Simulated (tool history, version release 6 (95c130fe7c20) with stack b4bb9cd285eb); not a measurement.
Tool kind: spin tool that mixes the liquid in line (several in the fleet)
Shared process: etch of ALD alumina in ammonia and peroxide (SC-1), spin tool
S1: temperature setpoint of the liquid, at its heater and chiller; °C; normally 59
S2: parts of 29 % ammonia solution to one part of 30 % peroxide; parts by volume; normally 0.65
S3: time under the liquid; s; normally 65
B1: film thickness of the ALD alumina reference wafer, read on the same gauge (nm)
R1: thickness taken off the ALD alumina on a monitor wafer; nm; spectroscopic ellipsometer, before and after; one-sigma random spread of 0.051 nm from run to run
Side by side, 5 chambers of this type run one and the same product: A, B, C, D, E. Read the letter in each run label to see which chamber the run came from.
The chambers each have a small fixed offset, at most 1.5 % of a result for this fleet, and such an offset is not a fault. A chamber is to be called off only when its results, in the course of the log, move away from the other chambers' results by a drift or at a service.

At hour 1: chamber D: new drum of ammonia solution connected.
Run 1D, hour 7.8: usual settings; B1 39.996. Result: R1 5.5503 nm.
Run 2A, hour 15.9: usual settings; B1 40.028. Result: R1 5.551 nm.
Run 3B, hour 28.7: usual settings; B1 39.98. Result: R1 5.6487 nm.
Run 4C, hour 42.4: usual settings; B1 39.988. Result: R1 5.6645 nm.
Run 5E, hour 56.5: usual settings; B1 39.99. Result: R1 5.6084 nm.
Run 6E, hour 64.6: usual settings; B1 39.968. Result: R1 5.6716 nm.
Run 7A, hour 78.9: usual settings; B1 40. Result: R1 5.6044 nm.
Run 8B, hour 89: usual settings; B1 39.969. Result: R1 5.571 nm.
Run 9C, hour 99.2: usual settings; B1 39.998. Result: R1 5.5844 nm.
Run 10D, hour 112.2: usual settings but S3 95 s; B1 40.011. Result: R1 8.1171 nm.
Run 11C, hour 118.9: usual settings but S3 95 s; B1 40.013. Result: R1 8.3024 nm.
Run 12B, hour 132.5: usual settings but S3 95 s; B1 39.967. Result: R1 8.099 nm.
At hour 137.9: chamber D: thermometer replaced.
Run 13E, hour 145.4: usual settings but S3 95 s; B1 39.974. Result: R1 8.2073 nm.
At hour 150.2: chamber E: ammonia flow meter replaced.
Run 14D, hour 156.7: usual settings but S3 95 s; B1 40.008. Result: R1 8.2436 nm.
Run 15A, hour 165.8: usual settings; B1 40.007. Result: R1 5.6082 nm.
At hour 166.5: chamber E: thermometer replaced.
Run 16D, hour 173.2: usual settings; B1 40.016. Result: R1 5.7128 nm.
Run 17E, hour 186.1: usual settings; B1 39.991. Result: R1 5.6771 nm.
Run 18B, hour 199.3: usual settings; B1 40.004. Result: R1 5.5149 nm.
Run 19C, hour 209.3: usual settings but S1 51 °C, S3 30 s; B1 40.005. Result: R1 1.7095 nm.
Run 20A, hour 219.3: usual settings but S1 51 °C, S3 30 s; B1 40.002. Result: R1 1.7169 nm.
Run 21A, hour 226.4: usual settings but S1 51 °C, S3 30 s; B1 39.992. Result: R1 1.7157 nm.
Run 22B, hour 240.8: usual settings but S1 51 °C, S3 30 s; B1 40.006. Result: R1 1.6206 nm.
Run 23C, hour 252.9: usual settings but S1 51 °C, S3 30 s; B1 40.002. Result: R1 1.7093 nm.
Run 24D, hour 260.5: usual settings; B1 40.005. Result: R1 5.6387 nm.
Run 25E, hour 271.1: usual settings; B1 40.014. Result: R1 5.6128 nm.
Run 26E, hour 278.1: usual settings; B1 40.006. Result: R1 5.7271 nm.
Run 27D, hour 290.9: usual settings; B1 39.979. Result: R1 5.5633 nm.
Run 28A, hour 303.4: usual settings but S1 54.5 °C; B1 40.025. Result: R1 4.353 nm.
At hour 306: chamber C: new drum of ammonia solution connected.
Run 29C, hour 316.9: usual settings but S1 54.5 °C; B1 39.99. Result: R1 4.4587 nm.
Run 30B, hour 330.9: usual settings but S1 54.5 °C; B1 40.027. Result: R1 4.1028 nm.
Run 31D, hour 338: usual settings but S1 54.5 °C; B1 40.015. Result: R1 4.4722 nm.
Run 32B, hour 344.5: usual settings but S1 54.5 °C; B1 39.995. Result: R1 4.1252 nm.
Run 33A, hour 351.6: usual settings; B1 40.005. Result: R1 5.5464 nm.
At hour 361.3: chamber E: new drum of ammonia solution connected.
Run 34E, hour 364.8: usual settings; B1 40.025. Result: R1 5.6697 nm.
Run 35C, hour 371.6: usual settings; B1 39.987. Result: R1 5.6633 nm.
Run 36D, hour 381.3: usual settings; B1 40.014. Result: R1 5.6267 nm.
Run 37E, hour 391.8: usual settings; B1 40.024. Result: R1 5.6695 nm.
Run 38A, hour 404.1: usual settings but S2 0.5 parts by volume, S3 95 s; B1 39.987. Result: R1 8.0345 nm.
Run 39B, hour 413.7: usual settings but S2 0.5 parts by volume, S3 95 s; B1 39.995. Result: R1 7.184 nm.

One chamber off, gauge drift, or nothing amiss beyond the chambers' own small offsets? If it is a chamber, which one, and what is the likeliest cause?

Chamber B drifts away from the others.
What lies behind it: liquid colder than its thermometer reads (K) = 1.91.
The log might look much the same if the cause were instead: temperature lost on the way to the wafer (K).

Here are 4 candidates for chamber B's next run, each the usual settings with a change, their results left as question marks. Which one brings its results back in line with what the others give on the usual settings?
Allowed miss from the other chambers' usual-settings mean, per result, to count as in line: R1 0.18 nm
Run 40B-1, hour 424: usual settings but S2 0.45 parts by volume. Result: R1 ?.
Run 40B-2, hour 424: usual settings but S1 61 °C. Result: R1 ?.
Run 40B-3, hour 424: usual settings but S2 0.25 parts by volume. Result: R1 ?.
Run 40B-4, hour 424: usual settings but S1 60 °C. Result: R1 ?.

On the usual settings, the other chambers give on average: R1 5.6203 nm
  run      R1
40B-1   4.921
40B-2  5.6657
40B-3  4.6482
40B-4  5.3768
Change 40B-2 lands the chamber within the allowed miss of the other chambers.
